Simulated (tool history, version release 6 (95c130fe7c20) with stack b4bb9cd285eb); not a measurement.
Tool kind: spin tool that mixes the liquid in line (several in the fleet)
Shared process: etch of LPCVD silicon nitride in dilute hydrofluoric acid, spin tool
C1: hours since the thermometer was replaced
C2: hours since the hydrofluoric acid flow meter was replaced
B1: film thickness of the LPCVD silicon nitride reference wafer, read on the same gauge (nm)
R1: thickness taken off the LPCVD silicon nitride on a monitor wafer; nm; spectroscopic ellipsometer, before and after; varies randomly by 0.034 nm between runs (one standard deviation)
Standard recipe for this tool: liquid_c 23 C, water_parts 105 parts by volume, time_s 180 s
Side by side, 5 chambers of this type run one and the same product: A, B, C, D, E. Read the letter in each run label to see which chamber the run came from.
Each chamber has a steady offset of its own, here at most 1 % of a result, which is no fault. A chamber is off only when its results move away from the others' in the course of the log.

run 1D hour=6.9 | liquid_c=23 water_parts=105 time_s=180 | C1=637.5 C2=103.2 | B1=110.02 | R1=0.74483
run 2A hour=12.4 | liquid_c=23 water_parts=105 time_s=180 | C1=868 C2=65.4 | B1=110.01 | R1=0.81522
run 3B hour=22.1 | liquid_c=23 water_parts=105 time_s=180 | C1=567.8 C2=843.8 | B1=109.99 | R1=0.75846
run 4E hour=29 | liquid_c=23 water_parts=105 time_s=180 | C1=387.1 C2=809.2 | B1=110.01 | R1=0.72988
run 5C hour=36.6 | liquid_c=23 water_parts=105 time_s=245 | C1=235.5 C2=465.8 | B1=109.99 | R1=1.0404
run 6D hour=41 | liquid_c=23 water_parts=105 time_s=245 | C1=671.6 C2=137.3 | B1=110 | R1=1.0157
run 7B hour=50.4 | liquid_c=23 water_parts=105 time_s=245 | C1=596.1 C2=872.1 | B1=110.01 | R1=1.0161
run 8A hour=55.1 | liquid_c=23 water_parts=105 time_s=245 | C1=910.7 C2=108.1 | B1=109.98 | R1=1.0014
run 9C hour=62.1 | liquid_c=23 water_parts=105 time_s=245 | C1=261 C2=491.3 | B1=109.99 | R1=1.0528
run 10E hour=71.9 | liquid_c=23 water_parts=105 time_s=180 | C1=430 C2=852.1 | B1=109.99 | R1=0.69689
run 11D hour=76.4 | liquid_c=23 water_parts=105 time_s=180 | C1=707 C2=172.7 | B1=110 | R1=0.74308
run 12A hour=86.6 | liquid_c=23 water_parts=105 time_s=180 | C1=942.2 C2=139.6 | B1=110 | R1=0.80841
run 13E hour=93.1 | liquid_c=23 water_parts=105 time_s=180 | C1=451.2 C2=873.3 | B1=110 | R1=0.74521
run 14C hour=99.6 | liquid_c=23 water_parts=105 time_s=180 | C1=298.5 C2=528.8 | B1=110.02 | R1=0.75696
run 15B hour=107.8 | liquid_c=23 water_parts=105 time_s=180 | C1=653.5 C2=929.5 | B1=110.01 | R1=0.7443
run 16E hour=115.3 | liquid_c=23 water_parts=105 time_s=180 | C1=473.4 C2=895.5 | B1=110 | R1=0.78128
-- hour=119.4 chamber E: hydrofluoric acid flow meter replaced
run 17D hour=120.6 | liquid_c=23 water_parts=105 time_s=180 | C1=751.2 C2=216.9 | B1=109.99 | R1=0.74143
run 18B hour=130.3 | liquid_c=23 water_parts=105 time_s=180 | C1=676 C2=952 | B1=110 | R1=0.67963
run 19A hour=139.4 | liquid_c=23 water_parts=140 time_s=180 | C1=995 C2=192.4 | B1=110.01 | R1=0.53916
run 20C hour=148.4 | liquid_c=23 water_parts=140 time_s=180 | C1=347.3 C2=577.6 | B1=110.01 | R1=0.58568
run 21A hour=154.5 | liquid_c=23 water_parts=140 time_s=180 | C1=1010.1 C2=207.5 | B1=110 | R1=0.59764
run 22E hour=163.2 | liquid_c=23 water_parts=140 time_s=180 | C1=521.3 C2=43.9 | B1=109.99 | R1=0.57207
run 23C hour=169.9 | liquid_c=23 water_parts=140 time_s=180 | C1=368.8 C2=599.1 | B1=110.02 | R1=0.51286
run 24D hour=175.1 | liquid_c=23 water_parts=105 time_s=180 | C1=805.7 C2=271.4 | B1=110.01 | R1=0.73951
run 25B hour=180.6 | liquid_c=23 water_parts=105 time_s=180 | C1=726.3 C2=1002.3 | B1=109.98 | R1=0.71918
run 26A hour=185.9 | liquid_c=27 water_parts=105 time_s=180 | C1=1041.5 C2=238.9 | B1=110 | R1=0.91492
run 27D hour=192.1 | liquid_c=27 water_parts=105 time_s=180 | C1=822.7 C2=288.4 | B1=110 | R1=0.95745
run 28E hour=199.2 | liquid_c=27 water_parts=105 time_s=180 | C1=557.3 C2=79.9 | B1=110 | R1=0.95049
run 29B hour=204.8 | liquid_c=27 water_parts=105 time_s=180 | C1=750.5 C2=1026.5 | B1=110.04 | R1=0.92476
run 30C hour=210.7 | liquid_c=27 water_parts=105 time_s=180 | C1=409.6 C2=639.9 | B1=109.99 | R1=0.97318
run 31B hour=215.4 | liquid_c=23 water_parts=105 time_s=180 | C1=761.1 C2=1037.1 | B1=110 | R1=0.7156
run 32E hour=220.3 | liquid_c=23 water_parts=105 time_s=180 | C1=578.4 C2=101 | B1=110.02 | R1=0.72252
run 33D hour=228.6 | liquid_c=23 water_parts=105 time_s=180 | C1=859.2 C2=324.9 | B1=110.02 | R1=0.7799

All chambers now run identical settings, listed one chamber a line with results as question marks. What results will each chamber show?
run 34A hour=235.9 | liquid_c=23 water_parts=105 time_s=180 | R1=?
run 34B hour=235.9 | liquid_c=23 water_parts=105 time_s=180 | R1=?
run 34C hour=235.9 | liquid_c=23 water_parts=105 time_s=180 | R1=?
run 34D hour=235.9 | liquid_c=23 water_parts=105 time_s=180 | R1=?
run 34E hour=235.9 | liquid_c=23 water_parts=105 time_s=180 | R1=?

run=34A R1=0.73074
run=34B R1=0.68988
run=34C R1=0.70472
run=34D R1=0.7247
run=34E R1=0.79503
